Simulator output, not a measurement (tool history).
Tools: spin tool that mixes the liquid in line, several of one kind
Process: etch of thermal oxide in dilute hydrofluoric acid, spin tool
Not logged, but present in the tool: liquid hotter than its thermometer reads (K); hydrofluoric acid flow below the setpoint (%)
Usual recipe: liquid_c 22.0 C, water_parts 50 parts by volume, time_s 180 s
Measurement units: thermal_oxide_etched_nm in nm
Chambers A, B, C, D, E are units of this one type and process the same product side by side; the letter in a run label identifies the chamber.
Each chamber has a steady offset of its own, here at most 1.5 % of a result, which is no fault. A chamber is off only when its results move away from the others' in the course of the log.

run	hour	liquid_c	water_parts	time_s	hours since the thermometer was replaced	hours since the hydrofluoric acid flow meter was replaced	read-back film thickness of the thermal oxide reference wafer, read on the same gauge (nm)	thermal_oxide_etched_nm
1B	3.9	22.0	50	180	546.6	684.0	70.022	15.756
2D	6.4	22.0	50	180	1032.1	493.3	69.976	16.276
3A	10.7	22.0	50	180	944.7	1016.0	69.983	15.943
4C	14.1	22.0	50	180	707.5	838.4	70.003	15.765
5E	16.0	26.5	50	180	968.0	262.8	70.017	19.254
6C	19.6	26.5	50	180	713.0	843.9	69.977	18.993
7E	23.1	26.5	50	180	975.1	269.9	69.998	19.182
8D	25.9	26.5	50	180	1051.6	512.8	69.986	19.341
9A	27.8	26.5	50	180	961.8	1033.1	69.999	18.983
10B	30.6	22.0	50	180	573.3	710.7	70.001	16.077
11B	32.5	22.0	50	180	575.2	712.6	69.995	15.992
12D	35.1	22.0	50	180	1060.8	522.0	70.008	15.935
13C	37.1	22.0	50	180	730.5	861.4	70.017	16.038
14E	39.5	22.0	50	180	991.5	286.3	69.996	16.281
15A	41.9	22.0	50	180	975.9	1047.2	69.979	15.752
16C	45.7	22.0	50	180	739.1	870.0	69.988	15.933
17D	47.9	25.5	50	180	1073.6	534.8	69.991	18.598
18A	52.0	25.5	50	180	986.0	1057.3	70.011	18.564
19B	54.7	25.5	50	180	597.4	734.8	69.980	18.456
20E	58.4	25.5	50	180	1010.4	305.2	69.976	18.497
21D	61.7	25.5	50	180	1087.4	548.6	69.999	18.657
22A	66.0	22.0	50	180	1000.0	1071.3	70.004	16.088
# hour 66.5: chamber D: hydrofluoric acid flow meter replaced
23B	69.0	22.0	50	180	611.7	749.1	70.005	15.960
24E	72.7	22.0	50	180	1024.7	319.5	69.989	15.868
25C	75.0	22.0	50	180	768.4	899.3	70.002	15.753
26C	78.8	22.0	50	180	772.2	903.1	69.998	15.962
27B	82.0	22.0	50	180	624.7	762.1	69.995	16.107
28D	85.7	22.0	50	180	1111.4	19.3	70.013	16.152
29E	87.9	22.0	50	180	1039.9	334.7	70.009	16.142
30A	91.2	22.0	50	180	1025.2	1096.5	70.022	15.863
31E	95.2	22.0	50	180	1047.2	342.0	69.993	15.817
32B	97.8	22.0	50	180	640.5	777.9	69.965	16.046
33A	100.7	22.0	50	180	1034.7	1106.0	69.982	15.976
34C	104.4	22.0	50	180	797.8	928.7	70.031	15.664
35D	108.3	22.0	50	180	1134.0	41.9	69.988	16.212
36C	112.1	22.0	50	180	805.5	936.4	69.989	15.870
37D	115.3	22.0	50	180	1141.0	48.9	70.008	16.001
38B	119.1	22.0	50	180	661.8	799.2	70.031	16.030
39A	121.0	22.0	50	180	1055.0	1126.3	70.010	15.996
40E	123.2	22.0	50	180	1075.2	370.0	69.999	15.738
41B	127.5	22.0	50	180	670.2	807.6	70.020	15.896
42C	130.4	22.0	50	180	823.8	954.7	70.007	15.939
43E	133.9	22.0	50	180	1085.9	380.7	69.992	16.060

Next, all 5 chambers run the settings below, one line each with question marks for the results. What does each chamber give?
44A	137.1	18.0	50	180				?
44B	137.1	18.0	50	180				?
44C	137.1	18.0	50	180				?
44D	137.1	18.0	50	180				?
44E	137.1	18.0	50	180				?

run	thermal_oxide_etched_nm
44A	13.316
44B	13.487
44C	13.343
44D	13.410
44E	13.631
